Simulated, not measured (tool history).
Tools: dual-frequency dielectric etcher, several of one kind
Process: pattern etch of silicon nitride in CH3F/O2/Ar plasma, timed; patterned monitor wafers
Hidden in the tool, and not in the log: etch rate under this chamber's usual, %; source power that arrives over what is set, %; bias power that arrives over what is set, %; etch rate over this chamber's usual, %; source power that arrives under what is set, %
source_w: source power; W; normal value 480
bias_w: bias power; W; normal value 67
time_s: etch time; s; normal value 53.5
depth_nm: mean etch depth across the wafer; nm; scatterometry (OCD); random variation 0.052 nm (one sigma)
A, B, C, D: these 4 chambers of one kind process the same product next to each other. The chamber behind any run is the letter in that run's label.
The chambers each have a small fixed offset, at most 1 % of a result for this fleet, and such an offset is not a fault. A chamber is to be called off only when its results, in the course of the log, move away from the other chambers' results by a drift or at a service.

run   hour  source_w  bias_w  time_s  hours since the last wet clean  hours since the last source power generator calibration  hours since the last bias power generator calibration  read-back reference wafer on the same gauge, depth_nm  depth_nm
 1A    9.2       480      67    53.5                           195.9                                                   2661.3                                                 2157.3                                                 38.998    39.146
 2C   20.4       480      67    53.5                           164.2                                                   2761.8                                                   1106                                                 39.026    39.556
 3B   30.8       480      67    53.5                            63.7                                                     33.7                                                 1082.3                                                 39.023    39.246
 4D   43.2       480      67    53.5                           457.3                                                   1103.9                                                 1340.6                                                 39.019    39.195
 5D   51.6       480      67    53.5                           465.7                                                   1112.3                                                   1349                                                 39.018    39.178
 6C   61.8       530      60    53.5                           205.6                                                   2803.2                                                 1147.4                                                 39.032    39.655
 7A   73.7       530      60    53.5                           260.4                                                   2725.8                                                 2221.8                                                 39.042    39.365
 8B   81.8       530      60    53.5                           114.7                                                     84.7                                                 1133.3                                                 39.038    39.433
 9C   87.9       530      60    53.5                           231.7                                                   2829.3                                                 1173.5                                                 39.041    39.731
10B   99.1       480      67    53.5                             132                                                      102                                                 1150.6                                                 39.041    39.393
11A  108.7       480      67    53.5                           295.4                                                   2760.8                                                 2256.8                                                 39.054    39.282
     115.7  -- chamber D: wet clean of the chamber
12D  117.9       480      67    53.5                             2.2                                                   1178.6                                                 1415.3                                                 39.063    39.225
     121.1  -- chamber A: bias power generator calibrated
13D  128.8       480      67    53.5                            13.1                                                   1189.5                                                 1426.2                                                 39.046    39.315
14A  138.1       480      67    53.5                           324.8                                                   2790.2                                                   17.1                                                 39.075    39.249
15B  147.4       480      67    53.5                           180.3                                                    150.3                                                 1198.9                                                 39.088    39.368
16C  156.5       480      67      68                           300.3                                                   2897.9                                                 1242.1                                                 39.068    50.326
17A  167.1       480      67      68                           353.8                                                   2819.2                                                   46.1                                                 39.088    49.889
18D  176.3       480      67      68                            60.6                                                     1237                                                 1473.7                                                 39.088    49.955
19B  186.2       480      67      68                           219.1                                                    189.1                                                 1237.7                                                 39.077    50.173
20C  198.3       480      67    53.5                           342.1                                                   2939.7                                                 1283.9                                                 39.096     39.63
21A  208.1       480      53    53.5                           394.8                                                   2860.2                                                   87.1                                                 39.097     36.46
     212.8  -- chamber A: wet clean of the chamber
22C  215.6       480      53    53.5                           359.4                                                     2957                                                 1301.2                                                 39.103    36.694
     218.8  -- chamber C: wet clean of the chamber
23D  222.7       480      53    53.5                             107                                                   1283.4                                                 1520.1                                                  39.11    36.394
24B  235.3       480      53    53.5                           268.2                                                    238.2                                                 1286.8                                                 39.116    36.571
25D    248       480      67    53.5                           132.3                                                   1308.7                                                 1545.4                                                 39.124    39.272
26B  259.2       480      67      62                           292.1                                                    262.1                                                 1310.7                                                 39.122    45.789
27C  269.2       480      67      62                            50.4                                                   3010.6                                                 1354.8                                                 39.124      46.1
28A  277.5       480      67      62                            64.8                                                   2929.6                                                  156.5                                                 39.135    45.722
29A    289       480      67      62                            76.3                                                   2941.1                                                    168                                                 39.144    45.672
30B  302.2       480      67    53.5                           335.1                                                    305.1                                                 1353.7                                                 39.146    39.495
31D  312.4       480      67    53.5                           196.7                                                   1373.1                                                 1609.8                                                 39.156    39.291
32C  323.6       480      67    53.5                           104.8                                                     3065                                                 1409.2                                                 39.169    39.724
33A  334.6       480      67    53.5                           121.9                                                   2986.7                                                  213.6                                                 39.172    39.401
34D  346.9       480      67    53.5                           231.2                                                   1407.6                                                 1644.3                                                 39.177    39.276
35C  359.1       480      67    53.5                           140.3                                                   3100.5                                                 1444.7                                                 39.176     39.76
36B  371.8       370      67    48.5                           404.7                                                    374.7                                                 1423.3                                                 39.189    32.472
37D  381.3       370      67    48.5                           265.6                                                     1442                                                 1678.7                                                 39.203    32.297
38A  390.8       370      67    48.5                           178.1                                                   3042.9                                                  269.8                                                 39.194    32.402
39C  401.9       370      67    48.5                           183.1                                                   3143.3                                                 1487.5                                                 39.194    32.571
40B  408.7       480      67    53.5                           441.6                                                    411.6                                                 1460.2                                                 39.205    39.459
41C  417.7       480      62      44                           198.9                                                   3159.1                                                 1503.3                                                   39.2    31.808

Each of the 4 chambers runs these same settings next. Fill in every chamber's results:
42A  427.5       480      67    53.5                                                                                                                                                                                                                ?
42B  427.5       480      67    53.5                                                                                                                                                                                                                ?
42C  427.5       480      67    53.5                                                                                                                                                                                                                ?
42D  427.5       480      67    53.5                                                                                                                                                                                                                ?

run  depth_nm
42A    39.371
42B    39.553
42C    39.831
42D     39.41

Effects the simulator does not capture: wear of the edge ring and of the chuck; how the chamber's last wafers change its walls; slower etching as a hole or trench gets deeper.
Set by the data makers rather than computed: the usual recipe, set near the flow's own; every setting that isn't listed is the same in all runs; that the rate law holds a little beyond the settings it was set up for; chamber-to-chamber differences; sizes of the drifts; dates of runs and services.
